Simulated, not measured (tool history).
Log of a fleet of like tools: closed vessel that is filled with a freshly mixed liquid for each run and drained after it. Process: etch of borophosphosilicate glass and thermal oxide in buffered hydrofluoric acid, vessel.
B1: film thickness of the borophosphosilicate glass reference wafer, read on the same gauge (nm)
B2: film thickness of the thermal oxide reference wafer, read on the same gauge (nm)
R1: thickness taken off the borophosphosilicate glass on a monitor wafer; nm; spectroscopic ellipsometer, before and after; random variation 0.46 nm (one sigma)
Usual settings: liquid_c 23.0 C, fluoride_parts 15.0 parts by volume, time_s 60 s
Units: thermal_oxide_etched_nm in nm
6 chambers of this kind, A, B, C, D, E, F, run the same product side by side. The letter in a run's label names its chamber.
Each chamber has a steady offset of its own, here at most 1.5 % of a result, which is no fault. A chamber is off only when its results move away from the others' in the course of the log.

{"run": "1F", "hour": 9.7, "liquid_c": 23.0, "fluoride_parts": 15.0, "time_s": 60, "B1": 50.02, "B2": 49.989, "R1": 47.065, "thermal_oxide_etched_nm": 44.788}
{"run": "2A", "hour": 17.0, "liquid_c": 23.0, "fluoride_parts": 15.0, "time_s": 60, "B1": 50.002, "B2": 50.022, "R1": 47.394, "thermal_oxide_etched_nm": 45.05}
{"run": "3D", "hour": 29.4, "liquid_c": 23.0, "fluoride_parts": 15.0, "time_s": 60, "B1": 49.998, "B2": 50.019, "R1": 46.559, "thermal_oxide_etched_nm": 44.893}
{"run": "4B", "hour": 38.7, "liquid_c": 23.0, "fluoride_parts": 15.0, "time_s": 60, "B1": 49.975, "B2": 49.993, "R1": 48.067, "thermal_oxide_etched_nm": 44.997}
{"run": "5C", "hour": 46.4, "liquid_c": 23.0, "fluoride_parts": 15.0, "time_s": 60, "B1": 50.034, "B2": 50.005, "R1": 47.382, "thermal_oxide_etched_nm": 44.922}
{"run": "6E", "hour": 53.7, "liquid_c": 23.0, "fluoride_parts": 9.5, "time_s": 60, "B1": 50.015, "B2": 49.987, "R1": 72.454, "thermal_oxide_etched_nm": 68.12}
{"run": "7D", "hour": 66.6, "liquid_c": 23.0, "fluoride_parts": 9.5, "time_s": 60, "B1": 49.991, "B2": 49.994, "R1": 73.637, "thermal_oxide_etched_nm": 68.695}
{"run": "8F", "hour": 75.9, "liquid_c": 23.0, "fluoride_parts": 9.5, "time_s": 60, "B1": 49.988, "B2": 50.022, "R1": 71.2, "thermal_oxide_etched_nm": 68.408}
{"run": "9E", "hour": 86.5, "liquid_c": 23.0, "fluoride_parts": 9.5, "time_s": 60, "B1": 50.012, "B2": 49.995, "R1": 71.774, "thermal_oxide_etched_nm": 67.521}
{"hour": 88.5, "done": "chamber B: hydrofluoric acid flow meter replaced"}
{"run": "10A", "hour": 95.7, "liquid_c": 23.0, "fluoride_parts": 9.5, "time_s": 60, "B1": 49.972, "B2": 50.024, "R1": 72.449, "thermal_oxide_etched_nm": 68.771}
{"run": "11C", "hour": 105.6, "liquid_c": 23.0, "fluoride_parts": 9.5, "time_s": 60, "B1": 49.994, "B2": 50.008, "R1": 72.554, "thermal_oxide_etched_nm": 68.278}
{"hour": 106.4, "done": "chamber D: hydrofluoric acid flow meter replaced"}
{"hour": 109.9, "done": "chamber C: thermometer replaced"}
{"run": "12B", "hour": 116.1, "liquid_c": 23.0, "fluoride_parts": 15.0, "time_s": 60, "B1": 50.045, "B2": 50.012, "R1": 47.818, "thermal_oxide_etched_nm": 44.789}
{"run": "13E", "hour": 126.2, "liquid_c": 23.0, "fluoride_parts": 15.0, "time_s": 60, "B1": 49.978, "B2": 49.991, "R1": 47.611, "thermal_oxide_etched_nm": 44.041}
{"run": "14F", "hour": 134.8, "liquid_c": 23.0, "fluoride_parts": 15.0, "time_s": 60, "B1": 49.993, "B2": 50.011, "R1": 46.27, "thermal_oxide_etched_nm": 44.942}
{"run": "15D", "hour": 147.4, "liquid_c": 23.0, "fluoride_parts": 15.0, "time_s": 60, "B1": 50.008, "B2": 50.014, "R1": 48.094, "thermal_oxide_etched_nm": 44.749}
{"run": "16A", "hour": 157.9, "liquid_c": 23.0, "fluoride_parts": 15.0, "time_s": 60, "B1": 50.012, "B2": 50.01, "R1": 46.18, "thermal_oxide_etched_nm": 44.45}
{"run": "17B", "hour": 165.4, "liquid_c": 23.0, "fluoride_parts": 15.0, "time_s": 60, "B1": 49.986, "B2": 50.011, "R1": 48.042, "thermal_oxide_etched_nm": 44.674}
{"run": "18C", "hour": 172.9, "liquid_c": 23.0, "fluoride_parts": 15.0, "time_s": 60, "B1": 49.994, "B2": 49.994, "R1": 47.524, "thermal_oxide_etched_nm": 45.287}
{"run": "19E", "hour": 185.6, "liquid_c": 23.0, "fluoride_parts": 15.0, "time_s": 60, "B1": 50.003, "B2": 49.992, "R1": 47.383, "thermal_oxide_etched_nm": 43.686}
{"run": "20C", "hour": 196.4, "liquid_c": 23.0, "fluoride_parts": 15.0, "time_s": 60, "B1": 49.975, "B2": 49.997, "R1": 47.535, "thermal_oxide_etched_nm": 44.955}
{"run": "21B", "hour": 209.2, "liquid_c": 23.0, "fluoride_parts": 15.0, "time_s": 60, "B1": 50.012, "B2": 50.004, "R1": 47.628, "thermal_oxide_etched_nm": 45.327}
{"run": "22F", "hour": 220.1, "liquid_c": 23.0, "fluoride_parts": 15.0, "time_s": 60, "B1": 49.986, "B2": 49.967, "R1": 47.377, "thermal_oxide_etched_nm": 44.679}
{"run": "23D", "hour": 228.8, "liquid_c": 23.0, "fluoride_parts": 15.0, "time_s": 60, "B1": 49.968, "B2": 50.003, "R1": 47.212, "thermal_oxide_etched_nm": 44.971}
{"run": "24A", "hour": 237.2, "liquid_c": 23.0, "fluoride_parts": 15.0, "time_s": 60, "B1": 50.041, "B2": 50.004, "R1": 47.462, "thermal_oxide_etched_nm": 44.486}
{"run": "25D", "hour": 249.7, "liquid_c": 23.0, "fluoride_parts": 15.0, "time_s": 60, "B1": 49.99, "B2": 50.015, "R1": 48.568, "thermal_oxide_etched_nm": 45.553}
{"run": "26A", "hour": 263.3, "liquid_c": 23.0, "fluoride_parts": 13.0, "time_s": 95, "B1": 50.018, "B2": 49.984, "R1": 86.006, "thermal_oxide_etched_nm": 82.271}
{"run": "27E", "hour": 276.1, "liquid_c": 23.0, "fluoride_parts": 13.0, "time_s": 95, "B1": 50.05, "B2": 49.976, "R1": 86.623, "thermal_oxide_etched_nm": 79.939}
{"run": "28B", "hour": 286.1, "liquid_c": 23.0, "fluoride_parts": 13.0, "time_s": 95, "B1": 50.005, "B2": 49.981, "R1": 87.812, "thermal_oxide_etched_nm": 81.72}
{"run": "29F", "hour": 296.4, "liquid_c": 23.0, "fluoride_parts": 13.0, "time_s": 95, "B1": 49.964, "B2": 49.988, "R1": 86.433, "thermal_oxide_etched_nm": 81.773}
{"run": "30C", "hour": 308.4, "liquid_c": 23.0, "fluoride_parts": 13.0, "time_s": 95, "B1": 49.967, "B2": 49.989, "R1": 85.336, "thermal_oxide_etched_nm": 83.106}
{"run": "31D", "hour": 315.7, "liquid_c": 23.0, "fluoride_parts": 13.0, "time_s": 95, "B1": 49.996, "B2": 50.019, "R1": 86.895, "thermal_oxide_etched_nm": 81.601}
{"run": "32A", "hour": 328.4, "liquid_c": 23.0, "fluoride_parts": 15.0, "time_s": 60, "B1": 49.982, "B2": 49.967, "R1": 47.787, "thermal_oxide_etched_nm": 44.904}
{"run": "33B", "hour": 341.7, "liquid_c": 23.0, "fluoride_parts": 15.0, "time_s": 60, "B1": 50.015, "B2": 49.998, "R1": 47.121, "thermal_oxide_etched_nm": 44.832}
{"run": "34C", "hour": 353.3, "liquid_c": 23.0, "fluoride_parts": 15.0, "time_s": 60, "B1": 49.997, "B2": 49.984, "R1": 47.419, "thermal_oxide_etched_nm": 45.207}
{"run": "35E", "hour": 366.7, "liquid_c": 23.0, "fluoride_parts": 15.0, "time_s": 60, "B1": 50.01, "B2": 49.978, "R1": 47.21, "thermal_oxide_etched_nm": 43.744}
{"run": "36F", "hour": 375.2, "liquid_c": 23.0, "fluoride_parts": 15.0, "time_s": 60, "B1": 49.99, "B2": 50.002, "R1": 47.338, "thermal_oxide_etched_nm": 44.171}
{"run": "37A", "hour": 385.3, "liquid_c": 27.5, "fluoride_parts": 11.5, "time_s": 60, "B1": 49.994, "B2": 49.981, "R1": 76.559, "thermal_oxide_etched_nm": 73.355}
{"run": "38E", "hour": 394.9, "liquid_c": 27.5, "fluoride_parts": 11.5, "time_s": 60, "B1": 50.014, "B2": 50.006, "R1": 78.425, "thermal_oxide_etched_nm": 73.007}
{"run": "39F", "hour": 408.2, "liquid_c": 27.5, "fluoride_parts": 11.5, "time_s": 60, "B1": 50.015, "B2": 50.019, "R1": 76.864, "thermal_oxide_etched_nm": 72.961}
{"run": "40D", "hour": 420.1, "liquid_c": 27.5, "fluoride_parts": 11.5, "time_s": 60, "B1": 49.976, "B2": 50.009, "R1": 77.35, "thermal_oxide_etched_nm": 74.058}
{"run": "41B", "hour": 432.3, "liquid_c": 27.5, "fluoride_parts": 11.5, "time_s": 60, "B1": 49.985, "B2": 50.009, "R1": 79.118, "thermal_oxide_etched_nm": 74.901}
{"run": "42C", "hour": 439.7, "liquid_c": 27.5, "fluoride_parts": 11.5, "time_s": 60, "B1": 50.017, "B2": 49.974, "R1": 79.128, "thermal_oxide_etched_nm": 75.185}
{"run": "43C", "hour": 449.8, "liquid_c": 23.0, "fluoride_parts": 15.0, "time_s": 60, "B1": 50.017, "B2": 49.998, "R1": 47.77, "thermal_oxide_etched_nm": 45.391}
{"run": "44E", "hour": 462.7, "liquid_c": 23.0, "fluoride_parts": 15.0, "time_s": 60, "B1": 50.03, "B2": 50.001, "R1": 46.792, "thermal_oxide_etched_nm": 44.504}

Is one chamber off against the others, does the gauge drift, or is nothing wrong? If a chamber is off, say which, and what the likeliest cause is.

No chamber stands off beyond its own small offset, and the gauge holds steady.

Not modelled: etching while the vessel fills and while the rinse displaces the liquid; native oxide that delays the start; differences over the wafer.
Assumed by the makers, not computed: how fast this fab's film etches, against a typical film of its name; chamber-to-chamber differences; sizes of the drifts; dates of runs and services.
